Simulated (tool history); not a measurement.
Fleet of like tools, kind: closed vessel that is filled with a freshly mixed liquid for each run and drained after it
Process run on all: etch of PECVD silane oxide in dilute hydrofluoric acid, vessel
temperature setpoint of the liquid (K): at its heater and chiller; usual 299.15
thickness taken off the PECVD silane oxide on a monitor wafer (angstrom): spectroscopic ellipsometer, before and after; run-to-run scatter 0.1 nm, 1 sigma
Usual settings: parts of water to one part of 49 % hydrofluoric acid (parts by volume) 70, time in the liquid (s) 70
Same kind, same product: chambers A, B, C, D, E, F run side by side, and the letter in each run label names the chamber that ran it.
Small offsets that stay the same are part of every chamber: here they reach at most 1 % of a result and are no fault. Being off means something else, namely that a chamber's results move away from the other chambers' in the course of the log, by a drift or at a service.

run	day	temperature setpoint of the liquid (K)	parts of water to one part of 49 % hydrofluoric acid (parts by volume)	time in the liquid (s)	read-back film thickness of the PECVD silane oxide reference wafer, read on the same gauge (nm)	thickness taken off the PECVD silane oxide on a monitor wafer (angstrom)
1B	0.200	299.15	70	70	100.040	254.63
2E	0.358	299.15	70	70	100.010	255.29
3F	0.600	299.15	70	70	99.995	254.44
4D	0.808	299.15	70	70	99.984	256.27
5A	1.088	299.15	70	70	99.987	254.35
6C	1.383	299.15	70	70	99.982	257.49
7B	1.688	299.15	70	70	100.040	255.22
8F	1.850	299.15	70	70	100.020	252.01
9A	2.012	299.15	70	70	99.965	253.26
10C	2.283	299.15	70	70	100.000	257.06
11E	2.567	299.15	70	70	100.000	255.86
12D	2.792	299.15	45	55	99.960	326.29
13D	3.121	299.15	45	55	99.987	325.89
14C	3.429	299.15	45	55	99.993	319.33
15A	3.579	299.15	45	55	100.040	316.52
16E	3.812	299.15	45	55	100.040	322.53
17F	4.021	299.15	45	55	99.978	324.40
18B	4.229	299.15	45	45	99.963	265.58
19E	4.467	299.15	45	45	99.998	264.78
20C	4.654	299.15	45	45	100.050	263.63
21A	4.838	299.15	45	45	99.962	261.04
22B	5.050	299.15	45	45	99.973	265.51
23D	5.375	299.15	45	45	99.992	266.01
24F	5.671	299.15	70	70	100.020	255.15
25C	5.950	299.15	70	70	99.977	256.02
26A	6.138	299.15	70	70	100.010	252.97
27D	6.304	299.15	70	70	99.982	255.94
28B	6.479	299.15	70	70	99.999	254.80
29F	6.633	299.15	70	70	99.995	255.29
30E	6.950	299.15	100	70	100.000	172.13
31B	7.129	299.15	100	70	99.996	171.10
32F	7.321	299.15	100	70	100.000	170.37
33E	7.575	299.15	100	70	99.998	172.79
34C	7.812	299.15	100	70	99.994	173.46
35A	8.067	299.15	100	70	100.050	171.17
36D	8.258	299.15	70	70	99.978	255.95
37D	8.462	299.15	70	70	99.999	255.12
38C	8.679	299.15	70	70	99.945	256.98

Predict what each chamber gives when all 6 of them run the settings below next.
39A	8.917	299.15	70	70		?
39B	8.917	299.15	70	70		?
39C	8.917	299.15	70	70		?
39D	8.917	299.15	70	70		?
39E	8.917	299.15	70	70		?
39F	8.917	299.15	70	70		?

run	thickness taken off the PECVD silane oxide on a monitor wafer (angstrom)
39A	253.10
39B	256.25
39C	257.42
39D	254.84
39E	253.58
39F	255.32

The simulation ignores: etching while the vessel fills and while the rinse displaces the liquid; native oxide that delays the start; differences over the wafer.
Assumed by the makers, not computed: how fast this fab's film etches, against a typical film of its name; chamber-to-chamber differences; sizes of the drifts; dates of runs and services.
